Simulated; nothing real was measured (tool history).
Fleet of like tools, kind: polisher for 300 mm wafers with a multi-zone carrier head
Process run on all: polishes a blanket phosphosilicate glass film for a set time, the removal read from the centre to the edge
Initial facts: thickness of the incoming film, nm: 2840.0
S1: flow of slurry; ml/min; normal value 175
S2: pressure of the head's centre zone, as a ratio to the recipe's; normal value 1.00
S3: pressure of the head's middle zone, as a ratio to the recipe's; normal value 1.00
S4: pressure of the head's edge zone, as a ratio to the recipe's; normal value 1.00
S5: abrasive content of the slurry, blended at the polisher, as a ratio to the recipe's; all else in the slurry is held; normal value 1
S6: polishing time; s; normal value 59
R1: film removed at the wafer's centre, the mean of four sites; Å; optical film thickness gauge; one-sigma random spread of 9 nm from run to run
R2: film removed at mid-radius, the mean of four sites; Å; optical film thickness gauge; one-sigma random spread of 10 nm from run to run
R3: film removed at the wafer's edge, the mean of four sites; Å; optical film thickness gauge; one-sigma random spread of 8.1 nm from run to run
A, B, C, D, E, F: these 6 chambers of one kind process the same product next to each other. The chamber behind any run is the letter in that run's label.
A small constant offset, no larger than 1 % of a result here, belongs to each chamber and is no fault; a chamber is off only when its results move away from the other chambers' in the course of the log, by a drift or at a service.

run,hour,S1,S2,S3,S4,S5,S6,R1,R2,R3
# hour 4.6: chamber C: worn pad replaced by a new one
1E,7.8,175,1.00,1.00,1.00,1,59,6810.6,6905.2,6970.5
# hour 20.1: chamber B: worn pad replaced by a new one
2F,21.4,175,1.00,1.00,1.00,1,59,7044.0,6934.6,7046.5
# hour 29.4: chamber D: centre zone pressure recalibrated
3B,29.6,175,1.00,1.00,1.00,1,59,6969.0,6774.4,7004.8
4D,42.0,175,1.00,1.00,1.00,1,59,7051.0,7109.0,6883.4
# hour 44.3: chamber E: worn pad replaced by a new one
5A,48.9,175,1.00,1.00,1.00,1,59,7022.5,6779.5,7075.9
# hour 55.1: chamber D: edge zone pressure recalibrated
6C,64.5,175,1.00,1.00,1.00,1,59,6917.9,6946.2,7081.3
# hour 65.6: chamber D: worn pad replaced by a new one
# hour 71.2: chamber A: worn pad replaced by a new one
7E,77.5,175,1.00,1.00,1.00,1,59,6982.6,7113.7,7243.7
8F,88.8,175,1.00,1.00,1.00,1,59,6969.2,7036.5,6983.8
# hour 90.4: chamber C: worn pad replaced by a new one
# hour 93.6: chamber E: edge zone pressure recalibrated
9A,101.2,195,1.00,0.92,1.00,1,59,7042.4,6350.7,6965.6
10D,114.2,195,1.00,0.92,1.00,1,59,7118.8,6527.3,7102.0
# hour 114.5: chamber F: centre zone pressure recalibrated
# hour 124.8: chamber E: worn pad replaced by a new one
11C,129.5,195,1.00,0.92,1.00,1,59,6924.1,6415.5,7117.3
# hour 139.1: chamber F: worn pad replaced by a new one
12B,140.1,195,1.00,0.92,1.00,1,59,7136.9,6474.7,7090.7
# hour 149.6: chamber B: worn pad replaced by a new one
# hour 153.0: chamber C: edge zone pressure recalibrated
13B,153.5,195,1.00,0.92,1.00,1,59,7168.7,6554.2,7266.0
14D,160.2,195,1.00,0.92,1.00,1,59,7067.6,6691.9,7221.2
15C,172.2,175,1.00,1.00,1.00,1,59,6828.1,6735.4,6937.1
# hour 177.7: chamber C: worn pad replaced by a new one
# hour 180.5: chamber B: centre zone pressure recalibrated
16F,187.8,195,1.00,1.00,1.00,1,59,6996.1,7003.3,7083.0
# hour 189.2: chamber A: worn pad replaced by a new one
# hour 191.3: chamber D: worn pad replaced by a new one
# hour 196.7: chamber B: edge zone pressure recalibrated
17A,200.8,195,1.00,1.00,1.00,1,59,7109.0,7174.7,7112.9
18E,211.6,195,1.00,1.00,1.00,1,59,7045.1,7090.9,7120.5
# hour 223.0: chamber E: worn pad replaced by a new one
19A,224.9,195,1.00,1.00,1.00,1,59,7053.1,7086.8,7031.4
20C,234.4,195,1.00,1.00,1.00,1,59,6804.5,6808.5,6932.9
21E,241.3,195,1.00,1.00,1.00,1,59,7166.8,7139.2,7348.2
22B,248.5,175,1.00,1.00,1.00,1,59,6895.3,6981.4,7046.1
23F,262.0,175,1.00,1.00,1.00,1,59,7038.9,6861.4,7027.7
# hour 264.9: chamber C: worn pad replaced by a new one
# hour 267.1: chamber F: slurry nozzle cleaned
# hour 268.7: chamber D: slurry nozzle cleaned
# hour 269.1: chamber B: worn pad replaced by a new one
24D,273.0,175,1.00,1.00,1.00,1,59,6845.7,7033.4,7173.1
25B,288.0,175,1.00,1.00,1.00,1,59,7008.8,6661.2,6875.6
# hour 297.0: chamber E: slurry nozzle cleaned
26C,300.3,175,1.07,1.00,0.92,1,59,7154.9,6616.9,6584.4
# hour 302.3: chamber A: worn pad replaced by a new one
# hour 307.4: chamber E: worn pad replaced by a new one
27E,310.3,175,1.07,1.00,0.92,1,59,7540.2,6939.7,6710.5
28F,317.7,175,1.07,1.00,0.92,1,59,7392.2,7266.8,6771.1
# hour 318.1: chamber F: worn pad replaced by a new one
# hour 324.1: chamber D: worn pad replaced by a new one
29D,329.5,175,1.07,1.00,0.92,1,59,7498.9,6929.8,6767.2
30A,342.3,175,1.07,1.00,0.92,1,59,7669.5,6836.2,6793.0
# hour 346.2: chamber C: worn pad replaced by a new one
31D,353.1,175,1.07,1.00,0.92,1,59,7658.4,7013.1,6777.4
# hour 362.7: chamber E: centre zone pressure recalibrated
32C,365.3,175,1.00,1.00,1.00,1,59,6366.8,6434.8,6897.8
33E,376.2,175,1.00,1.00,1.00,1,59,6987.4,6984.7,7047.9
# hour 384.5: chamber B: worn pad replaced by a new one
34B,385.0,175,1.00,1.00,1.00,1,59,6965.9,7037.6,6969.0
35F,393.2,175,1.00,0.92,1.00,1,59,6921.1,6479.4,7176.7
36A,405.1,175,1.00,0.92,1.00,1,59,7080.2,6543.0,6835.2

Next, all 6 chambers run the settings below, one line each with question marks for the results. What does each chamber give?
37A,416.2,125,1.00,1.00,1.00,1,59,?,?,?
37B,416.2,125,1.00,1.00,1.00,1,59,?,?,?
37C,416.2,125,1.00,1.00,1.00,1,59,?,?,?
37D,416.2,125,1.00,1.00,1.00,1,59,?,?,?
37E,416.2,125,1.00,1.00,1.00,1,59,?,?,?
37F,416.2,125,1.00,1.00,1.00,1,59,?,?,?

run,R1,R2,R3
37A,6584.5,6557.4,6652.5
37B,6395.2,6473.7,6640.3
37C,5542.0,5700.7,6123.0
37D,6532.5,6506.9,6699.2
37E,6586.9,6602.5,6769.5
37F,6478.2,6392.1,6787.9
